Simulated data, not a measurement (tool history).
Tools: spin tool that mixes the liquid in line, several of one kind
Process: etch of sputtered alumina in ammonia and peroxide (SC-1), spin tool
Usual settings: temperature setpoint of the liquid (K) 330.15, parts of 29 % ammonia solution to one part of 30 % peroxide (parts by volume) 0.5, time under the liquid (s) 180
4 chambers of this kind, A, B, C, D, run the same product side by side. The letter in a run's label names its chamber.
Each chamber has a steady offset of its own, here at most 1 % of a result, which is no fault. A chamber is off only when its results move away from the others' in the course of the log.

run,hour,temperature setpoint of the liquid (K),parts of 29 % ammonia solution to one part of 30 % peroxide (parts by volume),time under the liquid (s),hours since the thermometer was replaced,hours since the ammonia flow meter was replaced,hours since the heated supply line was repaired,hours since the drum of ammonia solution was connected,"read-back film thickness of the sputtered alumina reference wafer, read on the same gauge (nm)",thickness taken off the sputtered alumina on a monitor wafer (Å)
1A,9.7,330.15,0.5,180,221.2,840.5,438.5,574.7,110,140.58
2C,18.1,330.15,0.5,180,1030.6,60.2,1813.6,122.1,110.01,141.66
# hour 27.2: chamber C: heated supply line repaired
3D,29.2,330.15,0.5,180,259.7,1115.8,674.4,660,110.04,139.91
4B,41.2,330.15,0.5,180,2309.7,1689.7,1292.2,342.8,109.99,142.37
5B,55.3,330.15,0.5,180,2323.8,1703.8,1306.3,356.9,110.01,142.79
6A,68.7,330.15,0.5,180,280.2,899.5,497.5,633.7,110.01,142.5
7C,82.9,330.15,0.5,180,1095.4,125,55.8,186.9,110,141.34
8D,95.7,330.15,0.5,180,326.2,1182.3,740.9,726.5,110.04,141.69
# hour 97.9: chamber C: new drum of ammonia solution connected
9C,107.3,330.15,0.5,180,1119.8,149.4,80.2,9.5,109.99,142.78
10D,118.9,330.15,0.5,180,349.4,1205.5,764.1,749.7,110.01,141.97
# hour 125: chamber B: ammonia flow meter replaced
11A,127.8,330.15,0.5,180,339.3,958.6,556.6,692.8,110,142.06
12B,139.9,330.15,0.5,180,2408.4,14.9,1390.9,441.5,110.01,140.64
# hour 145.2: chamber D: ammonia flow meter replaced
13B,153.3,330.15,0.5,180,2421.8,28.3,1404.3,454.9,109.99,140.91
14D,166.2,330.15,0.5,180,396.7,21,811.4,797,109.98,141.89
15C,178,330.15,0.5,180,1190.5,220.1,150.9,80.2,109.99,142.39
# hour 185.5: chamber D: new drum of ammonia solution connected
16A,185.6,330.15,0.5,180,397.1,1016.4,614.4,750.6,110,145.16
17B,193.9,330.15,0.7,245,2462.4,68.9,1444.9,495.5,109.99,201.28
18D,205,330.15,0.7,245,435.5,59.8,850.2,19.6,109.99,200.23
19C,215.1,330.15,0.7,245,1227.6,257.2,188,117.3,110.01,199.29
20A,222.1,330.15,0.7,245,433.6,1052.9,650.9,787.1,109.98,203.18
21B,232.9,330.15,0.5,180,2501.4,107.9,1483.9,534.5,110.01,141.19
22C,243.7,330.15,0.5,180,1256.2,285.8,216.6,145.9,109.97,142.78
# hour 251.3: chamber D: heated supply line repaired
23A,253,330.15,0.5,285,464.5,1083.8,681.8,818,109.99,231.32
24D,263.1,330.15,0.5,285,493.6,117.9,11.9,77.7,109.99,222.85
25B,272.2,330.15,0.5,285,2540.7,147.2,1523.2,573.8,110.04,225.51
26A,280.9,330.15,0.5,285,492.4,1111.7,709.7,845.9,110.02,234.47
27D,289.2,330.15,0.6,95,519.7,144,38,103.8,110,75.496
# hour 302.9: chamber C: new drum of ammonia solution connected
28C,303,330.15,0.6,95,1315.5,345.1,275.9,0.2,110.03,76.538
# hour 308.7: chamber B: heated supply line repaired
29C,314.3,330.15,0.6,95,1326.8,356.4,287.2,11.5,109.98,75.66
30D,324.4,330.15,0.6,95,554.9,179.2,73.2,139,110.04,75.07
# hour 331.7: chamber A: new drum of ammonia solution connected
31B,337.1,330.15,0.5,180,2605.6,212.1,28.4,638.7,110.02,141.19
32A,350.1,330.15,0.5,180,561.6,1180.9,778.9,18.5,109.97,149.53
33B,357.6,330.15,0.5,180,2626.1,232.6,48.9,659.2,110.01,141.03
# hour 358.2: chamber B: thermometer replaced
34C,369.4,330.15,0.5,180,1381.9,411.5,342.3,66.6,109.98,142.42
35D,380.6,330.15,0.5,180,611.1,235.4,129.4,195.2,110.02,140.24
36A,387.7,330.15,0.5,180,599.2,1218.5,816.5,56.1,110,151.4
37C,396.4,330.15,0.5,180,1408.9,438.5,369.3,93.6,110.03,141.8
38D,404.3,330.15,0.5,180,634.8,259.1,153.1,218.9,109.98,139.89
39B,411.2,330.15,0.5,180,53.1,286.2,102.5,712.8,110,141.3

What goes on in this fleet: one chamber off, a drifting gauge, or nothing beyond the chambers' own small offsets? Name the chamber and the cause, if any.

Chamber A drifts away from the others.
Cause: liquid hotter than its thermometer reads (K) = 1.13.

Here are 4 candidates for chamber A's next run, each the usual settings with a change, their results left as question marks. Which one brings its results back in line with what the others give on the usual settings?
In line means no further than this from the other chambers' mean on the usual settings: thickness taken off the sputtered alumina on a monitor wafer (Å) 3.8
40A-1,421.5,327.65,0.5,180,,,,,,?
40A-2,421.5,331.15,0.5,195,,,,,,?
40A-3,421.5,329.65,0.5,175,,,,,,?
40A-4,421.5,331.15,0.5,180,,,,,,?

The other chambers' mean on the usual settings: thickness taken off the sputtered alumina on a monitor wafer (Å) 141.94
run,thickness taken off the sputtered alumina on a monitor wafer (Å)
40A-1,132.25
40A-2,172.49
40A-3,143.05
40A-4,159.22
40A-3 brings the chamber back in line.
